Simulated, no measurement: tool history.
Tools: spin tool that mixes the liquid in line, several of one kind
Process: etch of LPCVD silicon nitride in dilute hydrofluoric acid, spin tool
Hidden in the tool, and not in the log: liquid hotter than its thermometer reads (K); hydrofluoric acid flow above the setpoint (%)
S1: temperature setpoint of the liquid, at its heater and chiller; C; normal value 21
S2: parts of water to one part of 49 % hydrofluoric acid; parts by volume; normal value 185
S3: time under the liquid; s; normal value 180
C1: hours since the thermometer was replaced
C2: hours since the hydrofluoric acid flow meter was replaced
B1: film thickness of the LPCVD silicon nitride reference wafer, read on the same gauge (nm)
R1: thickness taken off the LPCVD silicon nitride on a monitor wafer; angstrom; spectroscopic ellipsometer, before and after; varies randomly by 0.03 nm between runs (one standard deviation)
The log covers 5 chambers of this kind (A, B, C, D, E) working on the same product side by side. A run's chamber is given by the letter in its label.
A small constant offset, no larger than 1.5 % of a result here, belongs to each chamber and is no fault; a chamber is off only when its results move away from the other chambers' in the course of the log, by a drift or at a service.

run     day    S1   S2   S3      C1      C2      B1      R1
      0.208  -- chamber E: thermometer replaced
 1D   0.454    21  185  180    2396   625.4  110.03  4.4538
 2E   1.129    21  185  180    22.2     697  110.01  4.8565
 3B   1.546    21  185  180   766.4    74.8     110  4.2413
 4C   2.112    21  185  180     392   987.7  110.02  4.4463
 5A   2.492    21  185  180     329   357.6     110  4.0277
 6B   2.788    21  185  180   796.2   104.6  109.98  4.4055
 7D   3.138    24  185  270  2460.4   689.8  109.97  8.1737
      3.417  -- chamber D: thermometer replaced
 8E   3.638    24  185  270    82.4   757.2  109.97  7.4473
 9C     4.3    24  185  270   444.5  1040.2  109.99  7.5796
10A     4.9    24  185  270   386.8   415.4  109.96  7.5435
11A   5.433    24  185  270   399.6   428.2  110.01  7.7419
12D   5.908    21  185  180    59.8   756.3  110.02  4.7751
13E   6.462    21  185  180   150.2     825  110.03  4.2486
14C   6.775    21  185  180   503.9  1099.6  109.98  4.1923
15B   7.383    21  185  180   906.5   214.9  109.98  3.5863
16A   7.779    21  185  180   455.9   484.5  109.99  3.4933
17B   8.117    21  185  180   924.1   232.5  110.04  4.0678
18E   8.788    21  185  180     206   880.8  109.99   4.743
19C   9.146    24  185  100   560.8  1156.5  110.03  3.1366
      9.358  -- chamber C: hydrofluoric acid flow meter replaced
20D    9.45    24  185  100   144.8   841.3  110.01  3.0048
21A   9.888    24  185  100   506.5   535.1  109.96  2.8681
22D  10.267    24  185  100   164.4   860.9     110  2.8659
23C  10.625    24  185  100   596.3    30.5  109.98  2.7493
24E  10.962  22.5  185  115   258.2     933  109.98  3.2618
25B  11.488  22.5  185  115    1005   313.4  110.03  3.3769
26E  11.808  22.5  185  115   278.5   953.3  110.03  2.9508
27D  12.179  22.5  185  115   210.3   906.8  110.01  2.9603
28C  12.588  22.5  185  115   643.4    77.6  109.96  3.0676
29A  13.179    21  185  180   585.5   614.1  109.99  4.6263
30B  13.558    21  185  180  1054.7   363.1  109.99  4.4439
31D   13.95    21  185  180   252.8   949.3  109.97  4.1738

Predict what each chamber gives when all 5 of them run the settings below next.
32A  14.438  21  265  180               ?
32B  14.438  21  265  180               ?
32C  14.438  21  265  180               ?
32D  14.438  21  265  180               ?
32E  14.438  21  265  180               ?

run      R1
32A  2.7359
32B   3.103
32C  3.1418
32D  2.9438
32E  3.3165
